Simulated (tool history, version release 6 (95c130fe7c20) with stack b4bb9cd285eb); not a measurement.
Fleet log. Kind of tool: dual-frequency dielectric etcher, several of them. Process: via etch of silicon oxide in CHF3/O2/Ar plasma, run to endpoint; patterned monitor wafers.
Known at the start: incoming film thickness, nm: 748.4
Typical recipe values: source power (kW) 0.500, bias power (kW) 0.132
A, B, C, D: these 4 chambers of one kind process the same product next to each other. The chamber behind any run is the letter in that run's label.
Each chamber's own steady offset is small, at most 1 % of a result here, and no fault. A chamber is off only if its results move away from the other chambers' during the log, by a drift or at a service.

run,hour,source power (kW),bias power (kW),hours since the last wet clean,hours since the last source power generator calibration,hours since the last bias power generator calibration,endpoint time (s)
1D,6.3,0.500,0.132,488.8,1491.9,1107.9,452.40
2C,13.0,0.500,0.132,315.4,2383.0,2262.4,453.55
3B,18.8,0.500,0.132,239.6,2152.6,376.4,455.32
4A,28.6,0.500,0.132,95.3,3279.9,2472.5,450.97
5A,36.1,0.500,0.132,102.8,3287.4,2480.0,451.22
6B,44.8,0.500,0.132,265.6,2178.6,402.4,450.00
7D,51.2,0.500,0.132,533.7,1536.8,1152.8,455.54
8C,58.3,0.500,0.132,360.7,2428.3,2307.7,455.16
# hour 60.9: chamber D: wet clean of the chamber
# hour 64.5: chamber C: wet clean of the chamber
9C,68.3,0.500,0.132,3.8,2438.3,2317.7,455.44
10A,74.9,0.500,0.132,141.6,3326.2,2518.8,450.31
11D,82.3,0.500,0.132,21.4,1567.9,1183.9,448.52
12B,88.4,0.500,0.132,309.2,2222.2,446.0,449.91
13C,100.8,0.500,0.132,36.3,2470.8,2350.2,452.37
14A,107.6,0.500,0.132,174.3,3358.9,2551.5,450.67
15D,118.7,0.500,0.132,57.8,1604.3,1220.3,451.16
16B,127.8,0.500,0.132,348.6,2261.6,485.4,455.26
17A,134.8,0.500,0.132,201.5,3386.1,2578.7,451.41
18C,147.1,0.500,0.132,82.6,2517.1,2396.5,451.01
19D,158.7,0.500,0.132,97.8,1644.3,1260.3,456.32
20B,170.1,0.500,0.132,390.9,2303.9,527.7,450.11
21D,182.2,0.410,0.164,121.3,1667.8,1283.8,450.04
22A,192.0,0.410,0.164,258.7,3443.3,2635.9,449.91
23C,201.6,0.410,0.164,137.1,2571.6,2451.0,455.42
24B,211.2,0.410,0.164,432.0,2345.0,568.8,455.12
# hour 216.3: chamber B: wet clean of the chamber
25C,217.9,0.500,0.155,153.4,2587.9,2467.3,428.67
26A,230.2,0.500,0.155,296.9,3481.5,2674.1,430.09
27B,240.9,0.500,0.155,24.6,2374.7,598.5,426.92
28D,252.3,0.500,0.155,191.4,1737.9,1353.9,429.02
29D,257.8,0.500,0.132,196.9,1743.4,1359.4,450.86
30A,263.6,0.500,0.132,330.3,3514.9,2707.5,453.06

All chambers now run identical settings, listed one chamber a line with results as question marks. What results will each chamber show?
31A,272.6,0.500,0.132,,,,?
31B,272.6,0.500,0.132,,,,?
31C,272.6,0.500,0.132,,,,?
31D,272.6,0.500,0.132,,,,?

run,endpoint time (s)
31A,443.33
31B,450.11
31C,451.91
31D,452.13
